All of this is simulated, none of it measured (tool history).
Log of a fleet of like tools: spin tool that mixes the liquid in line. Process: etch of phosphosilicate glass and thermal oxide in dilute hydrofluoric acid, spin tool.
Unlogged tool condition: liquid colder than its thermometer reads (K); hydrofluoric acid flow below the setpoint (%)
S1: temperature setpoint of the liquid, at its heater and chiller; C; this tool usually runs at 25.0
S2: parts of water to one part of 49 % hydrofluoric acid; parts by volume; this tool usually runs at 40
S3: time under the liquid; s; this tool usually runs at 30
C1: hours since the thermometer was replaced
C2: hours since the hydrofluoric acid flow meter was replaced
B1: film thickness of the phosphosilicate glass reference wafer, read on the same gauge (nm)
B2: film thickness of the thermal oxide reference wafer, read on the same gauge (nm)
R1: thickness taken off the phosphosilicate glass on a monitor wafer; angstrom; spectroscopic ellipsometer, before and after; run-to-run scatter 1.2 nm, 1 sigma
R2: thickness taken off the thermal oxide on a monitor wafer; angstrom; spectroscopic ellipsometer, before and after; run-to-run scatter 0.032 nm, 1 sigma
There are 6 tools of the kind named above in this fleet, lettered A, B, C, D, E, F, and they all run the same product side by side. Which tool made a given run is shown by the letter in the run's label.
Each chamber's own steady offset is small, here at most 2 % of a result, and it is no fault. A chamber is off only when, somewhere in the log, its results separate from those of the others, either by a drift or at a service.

run	hour	S1	S2	S3	C1	C2	B1	B2	R1	R2
1F	8.8	25.0	40	30	2695.7	27.5	120.01	90.016	1413.5	37.419
2D	18.2	25.0	40	30	507.5	452.4	120.00	89.988	1427.6	36.412
3E	27.5	25.0	40	30	614.5	433.7	120.01	90.005	1441.0	36.832
4A	33.8	25.0	40	30	712.6	696.5	119.99	90.020	1434.0	37.628
5C	43.6	25.0	40	30	223.8	1289.6	119.99	89.990	1446.6	37.551
6B	51.3	25.0	40	40	629.8	663.5	120.02	89.983	1923.2	49.303
7B	58.8	25.0	40	40	637.3	671.0	120.02	90.014	1916.0	49.335
8D	67.8	25.0	40	40	557.1	502.0	120.00	90.000	1883.5	49.287
9E	73.8	25.0	40	40	660.8	480.0	120.00	90.011	1894.9	49.429
# hour 77.5: chamber D: thermometer replaced
10F	81.1	25.0	40	40	2768.0	99.8	119.99	89.992	1892.4	49.691
11A	86.2	25.0	40	40	765.0	748.9	120.05	90.008	1904.0	50.376
12C	91.0	25.0	40	30	271.2	1337.0	120.00	90.022	1441.7	37.186
13D	95.8	25.0	40	30	18.4	530.0	120.00	89.998	1421.2	36.473
14E	104.2	25.0	40	30	691.2	510.4	119.98	89.996	1432.3	37.328
15C	111.6	25.0	40	30	291.8	1357.6	119.97	89.985	1445.7	36.992
16F	118.8	25.0	40	30	2805.7	137.5	120.01	90.016	1410.5	36.921
17A	128.9	25.0	40	30	807.7	791.6	119.98	89.999	1433.1	37.817
# hour 133.7: chamber B: thermometer replaced
18B	138.6	25.0	55	30	4.9	750.8	120.02	90.009	1011.0	26.610
19E	147.7	25.0	55	30	734.7	553.9	119.98	89.987	1014.6	26.374
20D	154.8	25.0	55	30	77.4	589.0	120.01	89.980	1026.1	25.940
# hour 158.2: chamber F: thermometer replaced
21C	159.8	25.0	55	30	340.0	1405.8	120.05	90.003	1009.6	26.081
22F	169.1	25.0	55	30	11.0	187.8	120.00	90.018	1001.0	26.940
23B	179.3	25.0	55	30	45.6	791.5	119.98	89.994	1019.7	26.582
24A	189.3	25.0	40	30	868.1	852.0	119.98	90.010	1442.9	37.535
25F	197.4	25.0	40	30	39.3	216.1	119.97	90.001	1399.4	38.188
26D	202.8	20.0	40	30	125.4	637.0	119.96	90.008	1144.0	29.632
27B	212.3	20.0	40	30	78.6	824.5	120.04	90.011	1150.5	30.038
28C	221.4	20.0	40	30	401.6	1467.4	119.95	89.981	1162.6	29.721
29E	231.9	20.0	40	30	818.9	638.1	119.97	89.996	1182.5	29.815
30A	238.7	20.0	40	30	917.5	901.4	120.04	89.997	1164.0	30.097
31C	246.4	20.0	40	30	426.6	1492.4	119.99	90.001	1166.3	30.296
32B	256.8	20.5	40	30	123.1	869.0	120.04	90.007	1184.3	30.595
33F	264.5	20.5	40	30	106.4	283.2	119.97	89.999	1173.3	31.270
34D	269.3	20.5	40	30	191.9	703.5	120.00	89.985	1196.2	30.692
35A	274.0	20.5	40	30	952.8	936.7	119.97	90.000	1183.9	31.023
36E	283.8	20.5	40	30	870.8	690.0	119.94	90.008	1202.0	30.564

The same settings go to every chamber for the next run, one line per chamber below. Forecast the results for each:
37A	291.5	25.0	40	30					?	?
37B	291.5	25.0	40	30					?	?
37C	291.5	25.0	40	30					?	?
37D	291.5	25.0	40	30					?	?
37E	291.5	25.0	40	30					?	?
37F	291.5	25.0	40	30					?	?

run	R1	R2
37A	1426.0	37.462
37B	1446.1	37.224
37C	1435.1	36.745
37D	1406.1	36.554
37E	1431.4	37.189
37F	1401.1	37.316
